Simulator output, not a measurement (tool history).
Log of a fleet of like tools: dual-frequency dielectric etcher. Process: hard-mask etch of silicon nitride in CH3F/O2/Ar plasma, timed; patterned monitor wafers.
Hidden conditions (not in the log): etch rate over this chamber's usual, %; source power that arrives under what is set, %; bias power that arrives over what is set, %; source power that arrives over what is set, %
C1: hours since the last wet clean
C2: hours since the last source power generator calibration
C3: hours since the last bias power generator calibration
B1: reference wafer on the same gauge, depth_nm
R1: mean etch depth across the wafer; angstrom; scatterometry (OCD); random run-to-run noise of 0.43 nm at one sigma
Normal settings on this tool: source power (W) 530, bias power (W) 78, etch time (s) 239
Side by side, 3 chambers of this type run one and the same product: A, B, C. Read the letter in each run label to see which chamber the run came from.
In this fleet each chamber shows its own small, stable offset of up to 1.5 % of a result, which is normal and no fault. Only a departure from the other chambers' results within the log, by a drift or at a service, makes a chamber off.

{"run": "1C", "hour": 5.3, "source power (W)": 530, "bias power (W)": 78, "etch time (s)": 239, "C1": 209.2, "C2": 2865.5, "C3": 2403.4, "B1": 219.14, "R1": 1899.8}
{"run": "2A", "hour": 8.3, "source power (W)": 530, "bias power (W)": 78, "etch time (s)": 239, "C1": 87.4, "C2": 2639.0, "C3": 2334.5, "B1": 218.94, "R1": 1910.7}
{"run": "3B", "hour": 14.4, "source power (W)": 530, "bias power (W)": 78, "etch time (s)": 239, "C1": 337.0, "C2": 1258.9, "C3": 695.3, "B1": 218.92, "R1": 1901.0}
{"run": "4B", "hour": 19.7, "source power (W)": 530, "bias power (W)": 78, "etch time (s)": 239, "C1": 342.3, "C2": 1264.2, "C3": 700.6, "B1": 218.94, "R1": 1908.6}
{"run": "5A", "hour": 25.4, "source power (W)": 530, "bias power (W)": 78, "etch time (s)": 239, "C1": 104.5, "C2": 2656.1, "C3": 2351.6, "B1": 218.99, "R1": 1909.1}
{"run": "6C", "hour": 29.4, "source power (W)": 530, "bias power (W)": 78, "etch time (s)": 239, "C1": 233.3, "C2": 2889.6, "C3": 2427.5, "B1": 218.92, "R1": 1895.3}
{"run": "7C", "hour": 33.8, "source power (W)": 480, "bias power (W)": 78, "etch time (s)": 239, "C1": 237.7, "C2": 2894.0, "C3": 2431.9, "B1": 219.07, "R1": 1820.2}
{"run": "8A", "hour": 38.3, "source power (W)": 480, "bias power (W)": 78, "etch time (s)": 239, "C1": 117.4, "C2": 2669.0, "C3": 2364.5, "B1": 218.94, "R1": 1839.4}
{"run": "9B", "hour": 42.6, "source power (W)": 480, "bias power (W)": 78, "etch time (s)": 239, "C1": 365.2, "C2": 1287.1, "C3": 723.5, "B1": 219.02, "R1": 1834.5}
{"run": "10A", "hour": 48.0, "source power (W)": 530, "bias power (W)": 78, "etch time (s)": 239, "C1": 127.1, "C2": 2678.7, "C3": 2374.2, "B1": 218.99, "R1": 1912.0}
{"run": "11B", "hour": 50.6, "source power (W)": 530, "bias power (W)": 78, "etch time (s)": 239, "C1": 373.2, "C2": 1295.1, "C3": 731.5, "B1": 219.05, "R1": 1911.5}
{"run": "12C", "hour": 56.3, "source power (W)": 530, "bias power (W)": 78, "etch time (s)": 239, "C1": 260.2, "C2": 2916.5, "C3": 2454.4, "B1": 219.13, "R1": 1891.1}
{"hour": 57.1, "done": "chamber A: bias power generator calibrated"}
{"run": "13A", "hour": 59.8, "source power (W)": 530, "bias power (W)": 78, "etch time (s)": 307, "C1": 138.9, "C2": 2690.5, "C3": 2.7, "B1": 219.11, "R1": 2484.0}
{"run": "14B", "hour": 63.0, "source power (W)": 530, "bias power (W)": 78, "etch time (s)": 307, "C1": 385.6, "C2": 1307.5, "C3": 743.9, "B1": 218.96, "R1": 2448.7}
{"run": "15C", "hour": 65.9, "source power (W)": 530, "bias power (W)": 78, "etch time (s)": 307, "C1": 269.8, "C2": 2926.1, "C3": 2464.0, "B1": 219.01, "R1": 2437.8}
{"run": "16B", "hour": 71.8, "source power (W)": 530, "bias power (W)": 78, "etch time (s)": 239, "C1": 394.4, "C2": 1316.3, "C3": 752.7, "B1": 218.95, "R1": 1904.5}
{"run": "17A", "hour": 75.3, "source power (W)": 530, "bias power (W)": 78, "etch time (s)": 265, "C1": 154.4, "C2": 2706.0, "C3": 18.2, "B1": 219.08, "R1": 2148.2}
{"run": "18C", "hour": 81.4, "source power (W)": 530, "bias power (W)": 78, "etch time (s)": 265, "C1": 285.3, "C2": 2941.6, "C3": 2479.5, "B1": 219.05, "R1": 2096.3}
{"run": "19C", "hour": 85.3, "source power (W)": 530, "bias power (W)": 78, "etch time (s)": 265, "C1": 289.2, "C2": 2945.5, "C3": 2483.4, "B1": 219.18, "R1": 2089.9}
{"run": "20A", "hour": 90.0, "source power (W)": 530, "bias power (W)": 78, "etch time (s)": 239, "C1": 169.1, "C2": 2720.7, "C3": 32.9, "B1": 219.07, "R1": 1931.5}
{"run": "21B", "hour": 93.5, "source power (W)": 450, "bias power (W)": 78, "etch time (s)": 261, "C1": 416.1, "C2": 1338.0, "C3": 774.4, "B1": 218.94, "R1": 1946.6}
{"run": "22A", "hour": 98.2, "source power (W)": 450, "bias power (W)": 78, "etch time (s)": 261, "C1": 177.3, "C2": 2728.9, "C3": 41.1, "B1": 219.03, "R1": 1995.4}
{"run": "23B", "hour": 101.2, "source power (W)": 450, "bias power (W)": 78, "etch time (s)": 261, "C1": 423.8, "C2": 1345.7, "C3": 782.1, "B1": 219.19, "R1": 1949.5}
{"run": "24C", "hour": 107.0, "source power (W)": 530, "bias power (W)": 78, "etch time (s)": 239, "C1": 310.9, "C2": 2967.2, "C3": 2505.1, "B1": 218.84, "R1": 1898.7}
{"run": "25A", "hour": 110.8, "source power (W)": 530, "bias power (W)": 78, "etch time (s)": 239, "C1": 189.9, "C2": 2741.5, "C3": 53.7, "B1": 219.09, "R1": 1932.8}
{"run": "26C", "hour": 115.1, "source power (W)": 530, "bias power (W)": 78, "etch time (s)": 239, "C1": 319.0, "C2": 2975.3, "C3": 2513.2, "B1": 219.09, "R1": 1892.6}
{"run": "27B", "hour": 118.2, "source power (W)": 530, "bias power (W)": 78, "etch time (s)": 239, "C1": 440.8, "C2": 1362.7, "C3": 799.1, "B1": 219.01, "R1": 1899.0}
{"run": "28C", "hour": 122.1, "source power (W)": 530, "bias power (W)": 78, "etch time (s)": 239, "C1": 326.0, "C2": 2982.3, "C3": 2520.2, "B1": 218.91, "R1": 1887.8}
{"run": "29B", "hour": 126.1, "source power (W)": 530, "bias power (W)": 78, "etch time (s)": 239, "C1": 448.7, "C2": 1370.6, "C3": 807.0, "B1": 219.0, "R1": 1903.4}
{"run": "30A", "hour": 130.8, "source power (W)": 530, "bias power (W)": 78, "etch time (s)": 239, "C1": 209.9, "C2": 2761.5, "C3": 73.7, "B1": 218.92, "R1": 1939.3}

All chambers now run identical settings, listed one chamber a line with results as question marks. What results will each chamber show?
{"run": "31A", "hour": 135.1, "source power (W)": 530, "bias power (W)": 78, "etch time (s)": 302, "R1": "?"}
{"run": "31B", "hour": 135.1, "source power (W)": 530, "bias power (W)": 78, "etch time (s)": 302, "R1": "?"}
{"run": "31C", "hour": 135.1, "source power (W)": 530, "bias power (W)": 78, "etch time (s)": 302, "R1": "?"}

run=31A R1=2448.4
run=31B R1=2406.9
run=31C R1=2379.9
